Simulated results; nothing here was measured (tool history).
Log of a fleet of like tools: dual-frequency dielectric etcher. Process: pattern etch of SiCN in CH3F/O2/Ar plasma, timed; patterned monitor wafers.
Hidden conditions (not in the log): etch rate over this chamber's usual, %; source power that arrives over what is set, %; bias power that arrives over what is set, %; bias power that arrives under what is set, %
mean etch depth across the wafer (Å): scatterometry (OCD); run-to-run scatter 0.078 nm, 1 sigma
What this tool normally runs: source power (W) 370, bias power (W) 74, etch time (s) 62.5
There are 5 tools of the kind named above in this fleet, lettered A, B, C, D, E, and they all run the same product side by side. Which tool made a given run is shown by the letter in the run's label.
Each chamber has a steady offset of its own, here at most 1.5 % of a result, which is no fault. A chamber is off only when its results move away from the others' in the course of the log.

run     day  source power (W)  bias power (W)  etch time (s)  hours since the last wet clean  hours since the last source power generator calibration  hours since the last bias power generator calibration  read-back reference wafer on the same gauge, depth_nm  mean etch depth across the wafer (Å)
 1B    0.35               370              74           62.5                           151.6                                                     2060                                                 1614.5                                                 24.607                                231.96
 2C   0.554               370              74           62.5                            14.4                                                   2327.7                                                   60.7                                                  24.59                                232.84
 3D   0.883               370              74           62.5                           273.5                                                   1662.3                                                 1039.3                                                 24.604                                228.84
 4A   1.233               370              74           62.5                           264.9                                                   3307.9                                                 1301.4                                                 24.607                                228.52
 5E   1.538               370              74           62.5                           281.1                                                   1554.8                                                 1761.7                                                 24.604                                226.13
 6A   1.912               370              74           62.5                           281.2                                                   3324.2                                                 1317.7                                                 24.599                                229.68
 7D   2.167               370              74           62.5                           304.3                                                   1693.1                                                 1070.1                                                 24.591                                229.63
 8B   2.354               370              74           62.5                           199.7                                                   2108.1                                                 1662.6                                                 24.608                                231.34
 9E   2.683               370              74           62.5                           308.6                                                   1582.3                                                 1789.2                                                 24.597                                227.28
10C   3.033               370              74           62.5                            73.9                                                   2387.2                                                  120.2                                                 24.608                                233.68
11C   3.221               370              74           62.5                            78.4                                                   2391.7                                                  124.7                                                 24.598                                 234.4
12B   3.467               370              74           62.5                           226.4                                                   2134.8                                                 1689.3                                                 24.605                                233.18
13D   3.796               370              74           62.5                           343.4                                                   1732.2                                                 1109.2                                                 24.596                                229.07
14A   3.988               370              74           62.5                             331                                                     3374                                                 1367.5                                                 24.597                                227.64
15E   4.312               370              74           62.5                           347.7                                                   1621.4                                                 1828.3                                                 24.604                                226.51
16C     4.6               370              74           62.5                           111.5                                                   2424.8                                                  157.8                                                 24.598                                233.65
17D   4.942               370              74           62.5                           370.9                                                   1759.7                                                 1136.7                                                 24.593                                228.93
18B   5.304               370              74           62.5                           270.5                                                   2178.9                                                 1733.4                                                  24.61                                235.27
19E   5.562               370              74           62.5                           377.7                                                   1651.4                                                 1858.3                                                 24.609                                226.87
20A   5.929               370              74           62.5                           377.6                                                   3420.6                                                 1414.1                                                 24.597                                228.21
21C   6.204               370              74           62.5                             150                                                   2463.3                                                  196.3                                                 24.591                                233.12
22B    6.55               370              74           62.5                           300.4                                                   2208.8                                                 1763.3                                                 24.605                                235.18
23A   6.754               370              74           62.5                           397.4                                                   3440.4                                                 1433.9                                                 24.598                                229.48
      6.783  -- chamber E: wet clean of the chamber
24D   6.992               370              74           62.5                           420.1                                                   1808.9                                                 1185.9                                                 24.587                                229.58
25E   7.179               370              74           62.5                             9.6                                                   1690.2                                                 1897.1                                                 24.613                                226.83
26B   7.542               370              74           62.5                           324.2                                                   2232.6                                                 1787.1                                                 24.607                                236.28
27D   7.825               370              74           62.5                           440.1                                                   1828.9                                                 1205.9                                                 24.594                                230.75
28C   8.138               430              74           62.5                           196.4                                                   2509.7                                                  242.7                                                 24.606                                246.07
29E   8.504               430              74           62.5                            41.4                                                     1722                                                 1928.9                                                 24.609                                240.33
30A   8.779               430              74           62.5                             446                                                     3489                                                 1482.5                                                 24.581                                 242.9
31E   8.996               430              74           62.5                            53.2                                                   1733.8                                                 1940.7                                                 24.613                                240.23
32D   9.371               430              74           62.5                           477.2                                                     1866                                                   1243                                                 24.606                                243.32
33B   9.621               370              74           62.5                           374.1                                                   2282.5                                                   1837                                                 24.599                                238.02
34C      10               370              74           62.5                           241.1                                                   2554.4                                                  287.4                                                 24.601                                233.87
35A  10.375               370              74           62.5                           484.3                                                   3527.3                                                 1520.8                                                 24.593                                230.28
36E  10.688               370              74           62.5                            93.8                                                   1774.4                                                 1981.3                                                 24.599                                227.83
37C  11.017               370              74           62.5                           265.5                                                   2578.8                                                  311.8                                                 24.604                                234.08
38D    11.4               370              74           62.5                           525.9                                                   1914.7                                                 1291.7                                                 24.582                                 229.8

Does one chamber stand apart from the rest, does the shared gauge drift, or is all well apart from small per-chamber offsets? Give the chamber and the most likely cause, where there is one.

Little by little, chamber B moves away from the other chambers.
What lies behind it: etch rate over this chamber's usual, % = 3.62.

Here are 4 candidates for chamber B's next run, each the usual settings with a change, their results left as question marks. Which one brings its results back in line with what the others give on the usual settings?
Maximum distance from the other chambers' mean on the usual settings for a result to count as in line: mean etch depth across the wafer (Å) 2.7
39B-1  11.679               370              73           60.5                                                                                                                                                                                                                                            ?
39B-2  11.679               370              73           57.5                                                                                                                                                                                                                                            ?
39B-3  11.679               410              74           62.5                                                                                                                                                                                                                                            ?
39B-4  11.679               420              83           62.5                                                                                                                                                                                                                                            ?

Average result of the remaining chambers running the usual settings: mean etch depth across the wafer (Å) 229.82
  run  mean etch depth across the wafer (Å)
39B-1                                230.74
39B-2                                 219.3
39B-3                                249.08
39B-4                                261.94
39B-1 puts the chamber back in line with the other chambers.

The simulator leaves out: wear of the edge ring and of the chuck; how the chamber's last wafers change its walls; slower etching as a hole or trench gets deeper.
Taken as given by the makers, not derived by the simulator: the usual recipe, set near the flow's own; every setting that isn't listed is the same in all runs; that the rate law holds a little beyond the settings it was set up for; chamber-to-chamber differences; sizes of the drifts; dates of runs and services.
